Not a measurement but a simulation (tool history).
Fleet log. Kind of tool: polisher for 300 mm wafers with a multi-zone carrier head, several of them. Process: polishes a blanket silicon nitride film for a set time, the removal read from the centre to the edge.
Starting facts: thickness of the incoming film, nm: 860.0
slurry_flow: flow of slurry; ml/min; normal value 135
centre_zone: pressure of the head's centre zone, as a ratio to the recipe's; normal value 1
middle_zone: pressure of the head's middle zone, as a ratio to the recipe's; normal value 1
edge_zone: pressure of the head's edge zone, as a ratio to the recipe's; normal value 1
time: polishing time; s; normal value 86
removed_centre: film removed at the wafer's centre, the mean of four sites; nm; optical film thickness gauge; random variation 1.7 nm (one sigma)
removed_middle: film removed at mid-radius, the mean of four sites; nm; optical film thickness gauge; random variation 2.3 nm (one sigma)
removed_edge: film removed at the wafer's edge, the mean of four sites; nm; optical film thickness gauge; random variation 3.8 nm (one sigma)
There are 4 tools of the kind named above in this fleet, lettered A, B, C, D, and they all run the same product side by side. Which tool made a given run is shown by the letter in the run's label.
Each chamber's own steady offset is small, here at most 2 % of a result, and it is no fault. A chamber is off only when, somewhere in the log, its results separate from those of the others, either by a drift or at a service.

run	hour	slurry_flow	centre_zone	middle_zone	edge_zone	time	wafers polished on this pad	hours since the slurry nozzle was cleaned	hours since the centre zone pressure was calibrated	hours since the edge zone pressure was calibrated	removed_centre	removed_middle	removed_edge
# hour 2.3: chamber A: worn pad replaced by a new one
1C	8.3	135	1	1	1	86	377	200.4	302.1	776.5	252.64	257.53	250.09
2D	15.1	135	1	1	1	86	382	285.1	83.7	1067.5	255.36	255.93	253.22
3B	25	135	1	1	1	86	573	279.1	59.7	429	255.78	253.15	241.48
# hour 27: chamber B: worn pad replaced by a new one
4A	35.2	135	1	1	1	86	243	601	733.9	840.8	256.08	256.65	255.98
# hour 40.4: chamber D: edge zone pressure recalibrated
5D	43	135	1	1	1	86	588	313	111.6	2.7	254.64	253.14	260.05
6B	54.8	100	1	1	1	86	205	308.9	89.5	458.8	228.88	239.64	234.76
# hour 56.5: chamber D: worn pad replaced by a new one
7A	61.9	100	1	1	1	86	440	627.7	760.6	867.5	236.17	238.2	243.68
8C	73.8	100	1	1	1	86	860	265.9	367.6	842	234.26	237.11	249.94
9B	81.4	100	1	1	1	86	401	335.5	116.1	485.4	232.01	238.67	234.43
10D	87.7	135	1	1	1	86	230	357.7	156.3	47.4	257.25	251.36	255.09
# hour 91.5: chamber B: worn pad replaced by a new one
11A	95	135	1	1	1	86	684	660.8	793.7	900.6	255.11	255.95	254.09
12C	103.2	135	1	1	1	86	1077	295.3	397	871.4	252.3	254.96	250.99
13B	111.3	135	1	1	1	86	146	365.4	146	515.3	254.7	255.3	247.59
14D	125.5	135	1	1	1	86	509	395.5	194.1	85.2	252.56	253.37	250.06
# hour 127.2: chamber D: worn pad replaced by a new one
# hour 131.6: chamber C: worn pad replaced by a new one
15C	136	135	1	1	1	86	33	328.1	429.8	904.2	252.06	255.63	249.54
# hour 141.6: chamber A: worn pad replaced by a new one
16A	142.4	135	1	1	1	86	6	708.2	841.1	948	255.75	255.05	253.9
17B	149.9	135	1.09	0.89	1	86	431	404	184.6	553.9	277.35	231.71	243.38
# hour 153.1: chamber A: slurry nozzle cleaned
18D	163.7	135	1.09	0.89	1	86	269	433.7	232.3	123.4	279.39	228.41	253.04
# hour 166.7: chamber B: worn pad replaced by a new one
19A	177.9	135	1.09	0.89	1	86	268	24.8	876.6	983.5	279.74	232	256.81
20C	184.9	135	1.09	0.89	1	86	393	377	478.7	953.1	278.01	229.65	259.35
21B	194	135	1	1	1	86	201	448.1	228.7	598	254.95	255.37	248.98
22C	205.6	135	1	1	1	86	546	397.7	499.4	973.8	251.78	254.46	251.27
# hour 214.1: chamber D: worn pad replaced by a new one
23D	216	135	1	1	1	86	14	486	284.6	175.7	253.31	254.91	258.24
24A	224.6	135	1	1	1	86	612	71.5	923.3	1030.2	255.65	258.73	255.38
# hour 232.1: chamber B: worn pad replaced by a new one
25A	237.9	135	1	1	1	86	710	84.8	936.6	1043.5	256.5	253.15	260.34
26C	250.1	135	1	1	1	86	874	442.2	543.9	1018.3	250.74	255.67	250.37
27D	260.1	150	1	1	1	86	339	530.1	328.7	219.8	259.89	260.27	262.28
28B	270.6	150	1	1	1	86	284	524.7	305.3	674.6	257.94	260.61	249.87
# hour 280.7: chamber A: worn pad replaced by a new one
29B	284.5	150	1	1	1	86	386	538.6	319.2	688.5	257.8	263.66	254.85
30A	294	150	1	1	1	86	98	140.9	992.7	1099.6	261.74	259.43	259.55
31D	300.5	135	1	1	1	74	637	570.5	369.1	260.2	218.04	222.14	217.7
# hour 301.2: chamber B: worn pad replaced by a new one
# hour 306.1: chamber D: worn pad replaced by a new one
32C	313.6	135	1	1	1	74	1342	505.7	607.4	1081.8	217.95	217.48	219.82
# hour 320.1: chamber C: worn pad replaced by a new one
33D	325.8	135	1	1	1	74	146	595.8	394.4	285.5	218.74	222.02	216.11
34B	338.4	135	1	1	1	74	274	592.5	373.1	742.4	218.14	215.14	214.34
35A	347.3	135	1	1	1	86	491	194.2	1046	1152.9	252.02	255.63	251.96
# hour 347.4: chamber C: slurry nozzle cleaned
36C	356.5	135	1	1	1	86	269	9.2	650.3	1124.7	256.04	256.66	253.88
37D	367.3	135	1	1	1	86	452	637.3	435.9	327	255.78	255.07	263.04

Which is it: a chamber that has drifted or been left off by a service, a gauge drift common to all chambers, or only each chamber's usual small offset? If a chamber is off, name it and its likeliest cause.

No chamber is off and the gauge is stable; the differences are just each chamber's small, constant offset.
